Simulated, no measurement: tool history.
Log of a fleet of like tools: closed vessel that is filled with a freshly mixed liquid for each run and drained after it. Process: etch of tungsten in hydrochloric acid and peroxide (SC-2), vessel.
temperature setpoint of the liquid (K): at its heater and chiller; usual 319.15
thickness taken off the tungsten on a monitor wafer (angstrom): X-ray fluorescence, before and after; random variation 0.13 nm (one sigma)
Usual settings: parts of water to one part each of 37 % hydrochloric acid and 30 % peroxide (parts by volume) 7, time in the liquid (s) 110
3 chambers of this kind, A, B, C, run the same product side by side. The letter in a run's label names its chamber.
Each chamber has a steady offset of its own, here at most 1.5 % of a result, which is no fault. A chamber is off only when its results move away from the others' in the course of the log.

run	day	temperature setpoint of the liquid (K)	parts of water to one part each of 37 % hydrochloric acid and 30 % peroxide (parts by volume)	time in the liquid (s)	read-back film thickness of the tungsten reference wafer, read on the same gauge (nm)	thickness taken off the tungsten on a monitor wafer (angstrom)
1B	0.608	319.15	7	110	149.99	294.57
# day 0.621: chamber B: chemicals flow meter replaced
2A	1.025	319.15	7	110	149.99	291.15
3C	1.504	319.15	7	110	150.00	296.26
4A	2.054	319.15	7	110	150.02	294.13
5B	2.462	319.15	7	110	149.98	292.04
6C	2.858	319.15	7	110	150.00	294.60
7A	3.425	319.15	7	110	149.98	293.09
8C	4.067	319.15	7	110	149.98	300.14
9B	4.692	319.15	7	110	150.00	295.49
10C	5.125	319.15	7	110	150.02	298.60
# day 5.208: chamber A: chemicals flow meter replaced
# day 5.446: chamber C: new drum of peroxide connected
11B	5.738	319.15	7	110	150.00	293.89
12A	6.029	319.15	7	110	149.97	294.11
13B	6.512	319.15	7	110	150.01	296.39
14C	6.879	319.15	7	110	150.00	304.37
15A	7.433	319.15	7	110	149.98	296.13
16A	8.067	322.65	7	85	150.00	285.90
17B	8.646	322.65	7	85	150.00	289.23
18C	9.133	322.65	7	85	149.99	300.94
19A	9.767	319.15	7	110	150.00	295.38
20C	10.400	319.15	7	110	150.00	310.66
21B	10.883	319.15	7	110	149.99	293.30
22B	11.188	319.15	7	110	150.00	292.40
23A	11.600	319.15	10	110	149.98	223.31
24C	12.112	319.15	10	110	150.00	236.45

What goes on in this fleet: one chamber off, a drifting gauge, or nothing beyond the chambers' own small offsets? Name the chamber and the cause, if any.

Chamber C drifts away from the others.
Cause: liquid hotter than its thermometer reads (K) = 0.943.
The log may not tell that from: chemicals flow above the setpoint (%).

Here are 4 candidates for chamber C's next run, each the usual settings with a change, their results left as question marks. Which one brings its results back in line with what the others give on the usual settings?
In line means no further than this from the other chambers' mean on the usual settings: thickness taken off the tungsten on a monitor wafer (angstrom) 4.50
25C-1	12.575	320.15	7	110		?
25C-2	12.575	320.65	7	110		?
25C-3	12.575	318.15	7	110		?
25C-4	12.575	319.15	8	110		?

The other chambers' mean on the usual settings: thickness taken off the tungsten on a monitor wafer (angstrom) 294.04
run	thickness taken off the tungsten on a monitor wafer (angstrom)
25C-1	336.90
25C-2	348.46
25C-3	293.89
25C-4	283.55
25C-3 brings the chamber back in line.

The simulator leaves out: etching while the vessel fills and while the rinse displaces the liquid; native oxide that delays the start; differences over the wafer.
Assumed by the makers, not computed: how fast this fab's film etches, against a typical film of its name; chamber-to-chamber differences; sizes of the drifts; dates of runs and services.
